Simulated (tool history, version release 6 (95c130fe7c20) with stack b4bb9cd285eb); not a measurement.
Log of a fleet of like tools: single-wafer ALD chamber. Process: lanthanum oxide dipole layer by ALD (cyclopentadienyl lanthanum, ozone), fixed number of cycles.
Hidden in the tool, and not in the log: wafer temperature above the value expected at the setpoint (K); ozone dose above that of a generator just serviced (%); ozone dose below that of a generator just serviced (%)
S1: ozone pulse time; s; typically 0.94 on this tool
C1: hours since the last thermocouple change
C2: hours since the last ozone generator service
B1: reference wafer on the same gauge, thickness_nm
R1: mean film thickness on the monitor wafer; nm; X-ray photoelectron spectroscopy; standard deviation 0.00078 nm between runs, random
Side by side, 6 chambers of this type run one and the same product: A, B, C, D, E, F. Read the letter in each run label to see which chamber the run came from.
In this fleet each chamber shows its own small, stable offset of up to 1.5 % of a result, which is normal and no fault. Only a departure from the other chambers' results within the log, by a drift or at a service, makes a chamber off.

Run 1E, hour 6.5: usual settings; C1 1315.7; C2 339.1; B1 0.44401. Result: R1 0.48774 nm.
Run 2C, hour 17.2: usual settings; C1 612.7; C2 97.0; B1 0.44410. Result: R1 0.48649 nm.
Run 3B, hour 24.3: usual settings; C1 1786.1; C2 91.8; B1 0.44413. Result: R1 0.49020 nm.
Run 4A, hour 30.2: usual settings; C1 812.9; C2 659.7; B1 0.44412. Result: R1 0.48533 nm.
Run 5D, hour 39.3: usual settings; C1 1207.9; C2 427.8; B1 0.44449. Result: R1 0.49577 nm.
Run 6F, hour 50.3: usual settings; C1 1246.8; C2 378.5; B1 0.44425. Result: R1 0.49202 nm.
Run 7F, hour 60.4: usual settings; C1 1256.9; C2 388.6; B1 0.44456. Result: R1 0.49317 nm.
At hour 65.5: chamber A: ozone generator serviced.
Run 8E, hour 67.7: usual settings; C1 1376.9; C2 400.3; B1 0.44454. Result: R1 0.48780 nm.
Run 9C, hour 73.8: usual settings; C1 669.3; C2 153.6; B1 0.44447. Result: R1 0.48738 nm.
Run 10D, hour 83.6: usual settings but S1 1.22 s; C1 1252.2; C2 472.1; B1 0.44462. Result: R1 0.53475 nm.
Run 11A, hour 90.4: usual settings but S1 1.22 s; C1 873.1; C2 25.0; B1 0.44472. Result: R1 0.52462 nm.
Run 12B, hour 98.1: usual settings but S1 1.22 s; C1 1859.9; C2 165.6; B1 0.44473. Result: R1 0.52870 nm.
Run 13F, hour 104.2: usual settings but S1 1.22 s; C1 1300.7; C2 432.4; B1 0.44486. Result: R1 0.53136 nm.
Run 14E, hour 115.6: usual settings but S1 1.22 s; C1 1424.8; C2 448.2; B1 0.44475. Result: R1 0.52617 nm.
Run 15D, hour 124.5: usual settings but S1 1.22 s; C1 1293.1; C2 513.0; B1 0.44505. Result: R1 0.53681 nm.
Run 16C, hour 131.2: usual settings but S1 1.15 s; C1 726.7; C2 211.0; B1 0.44510. Result: R1 0.51895 nm.
Run 17B, hour 141.8: usual settings but S1 1.15 s; C1 1903.6; C2 209.3; B1 0.44507. Result: R1 0.52243 nm.
Run 18A, hour 154.0: usual settings but S1 1.15 s; C1 936.7; C2 88.6; B1 0.44500. Result: R1 0.51810 nm.
Run 19C, hour 166.4: usual settings but S1 1.15 s; C1 761.9; C2 246.2; B1 0.44529. Result: R1 0.51909 nm.
Run 20B, hour 176.8: usual settings but S1 1.15 s; C1 1938.6; C2 244.3; B1 0.44536. Result: R1 0.52184 nm.
Run 21F, hour 187.4: usual settings but S1 1.15 s; C1 1383.9; C2 515.6; B1 0.44547. Result: R1 0.52455 nm.
Run 22E, hour 199.7: usual settings; C1 1508.9; C2 532.3; B1 0.44529. Result: R1 0.49106 nm.
Run 23A, hour 209.5: usual settings; C1 992.2; C2 144.1; B1 0.44566. Result: R1 0.48786 nm.
Run 24D, hour 221.4: usual settings; C1 1390.0; C2 609.9; B1 0.44579. Result: R1 0.49661 nm.
Run 25E, hour 234.3: usual settings; C1 1543.5; C2 566.9; B1 0.44589. Result: R1 0.49059 nm.
Run 26A, hour 241.3: usual settings; C1 1024.0; C2 175.9; B1 0.44585. Result: R1 0.48853 nm.
Run 27F, hour 247.6: usual settings; C1 1444.1; C2 575.8; B1 0.44573. Result: R1 0.49395 nm.
Run 28C, hour 254.6: usual settings; C1 850.1; C2 334.4; B1 0.44605. Result: R1 0.48942 nm.
At hour 255.2: chamber E: thermocouple changed; heater temperature recalibrated.
Run 29B, hour 265.1: usual settings but S1 0.66 s; C1 2026.9; C2 332.6; B1 0.44609. Result: R1 0.42508 nm.
Run 30D, hour 271.6: usual settings but S1 0.66 s; C1 1440.2; C2 660.1; B1 0.44596. Result: R1 0.43275 nm.
Run 31A, hour 283.0: usual settings but S1 0.66 s; C1 1065.7; C2 217.6; B1 0.44604. Result: R1 0.42240 nm.
Run 32C, hour 290.6: usual settings but S1 0.66 s; C1 886.1; C2 370.4; B1 0.44613. Result: R1 0.42251 nm.
At hour 300.5: chamber F: ozone generator serviced.
Run 33D, hour 300.8: usual settings but S1 0.66 s; C1 1469.4; C2 689.3; B1 0.44634. Result: R1 0.43228 nm.
Run 34F, hour 313.6: usual settings but S1 0.66 s; C1 1510.1; C2 13.2; B1 0.44653. Result: R1 0.42982 nm.
Run 35B, hour 326.5: usual settings; C1 2088.3; C2 394.0; B1 0.44638. Result: R1 0.49390 nm.
Run 36E, hour 337.5: usual settings but S1 0.64 s; C1 82.4; C2 670.1; B1 0.44648. Result: R1 0.42025 nm.
Run 37E, hour 343.9: usual settings but S1 0.64 s; C1 88.8; C2 676.5; B1 0.44656. Result: R1 0.42024 nm.
Run 38B, hour 351.9: usual settings but S1 0.64 s; C1 2113.7; C2 419.4; B1 0.44670. Result: R1 0.41884 nm.
Run 39F, hour 363.1: usual settings but S1 0.64 s; C1 1559.6; C2 62.7; B1 0.44666. Result: R1 0.42418 nm.
Run 40A, hour 371.9: usual settings but S1 0.64 s; C1 1154.6; C2 306.5; B1 0.44678. Result: R1 0.41553 nm.

Next, every chamber runs the same settings. What will each give?
Run 41A, hour 381.2: usual settings but S1 1.30 s. Result: R1 ?.
Run 41B, hour 381.2: usual settings but S1 1.30 s. Result: R1 ?.
Run 41C, hour 381.2: usual settings but S1 1.30 s. Result: R1 ?.
Run 41D, hour 381.2: usual settings but S1 1.30 s. Result: R1 ?.
Run 41E, hour 381.2: usual settings but S1 1.30 s. Result: R1 ?.
Run 41F, hour 381.2: usual settings but S1 1.30 s. Result: R1 ?.

run       R1
41A  0.53520
41B  0.53941
41C  0.53596
41D  0.54387
41E  0.53588
41F  0.53986

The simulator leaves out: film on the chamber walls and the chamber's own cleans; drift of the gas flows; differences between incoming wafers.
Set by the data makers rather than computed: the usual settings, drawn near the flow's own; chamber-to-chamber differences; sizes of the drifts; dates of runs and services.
